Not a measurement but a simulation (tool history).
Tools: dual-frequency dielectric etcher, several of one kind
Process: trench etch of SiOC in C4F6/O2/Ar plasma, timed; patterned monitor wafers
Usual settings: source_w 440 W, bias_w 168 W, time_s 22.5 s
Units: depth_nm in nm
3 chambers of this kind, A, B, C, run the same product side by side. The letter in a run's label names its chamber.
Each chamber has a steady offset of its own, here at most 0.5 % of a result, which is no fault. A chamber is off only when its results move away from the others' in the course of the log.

run,hour,source_w,bias_w,time_s,"read-back reference wafer on the same gauge, depth_nm",depth_nm
1B,9.9,440,168,22.5,43.591,46.985
2A,21.1,440,168,22.5,43.558,47.249
3C,31.0,440,168,22.5,43.590,47.837
4A,40.0,440,168,22.5,43.596,47.132
5C,50.1,440,168,22.5,43.622,47.471
# hour 53.7: chamber B: bias power generator calibrated
6B,62.5,440,168,22.5,43.619,47.065
# hour 68.7: chamber A: wet clean of the chamber
7A,69.9,440,168,22.5,43.571,47.376
8C,76.3,440,168,22.5,43.562,47.485
9B,90.3,440,129,27.0,43.645,52.023
10B,99.1,440,129,27.0,43.630,52.685
11C,106.7,440,129,27.0,43.608,52.633
12A,117.5,440,168,22.5,43.624,47.455
13B,126.1,440,168,22.5,43.604,47.063
14C,134.2,440,168,22.5,43.575,46.733
15A,142.1,440,168,22.5,43.557,47.229
16B,155.9,440,168,22.5,43.545,46.826
17A,163.4,440,168,22.5,43.526,47.208
# hour 171.5: chamber C: bias power generator calibrated
18C,172.5,510,168,19.5,43.619,43.182
19A,179.1,510,168,19.5,43.647,43.558
20B,193.1,510,168,19.5,43.599,43.763
21C,203.5,440,168,22.5,43.636,46.133
22A,214.6,440,168,19.0,43.614,40.089

Next, every chamber runs the same settings. What will each give?
23A,224.7,370,168,22.5,,?
23B,224.7,370,168,22.5,,?
23C,224.7,370,168,22.5,,?

run,depth_nm
23A,44.187
23B,43.862
23C,43.021
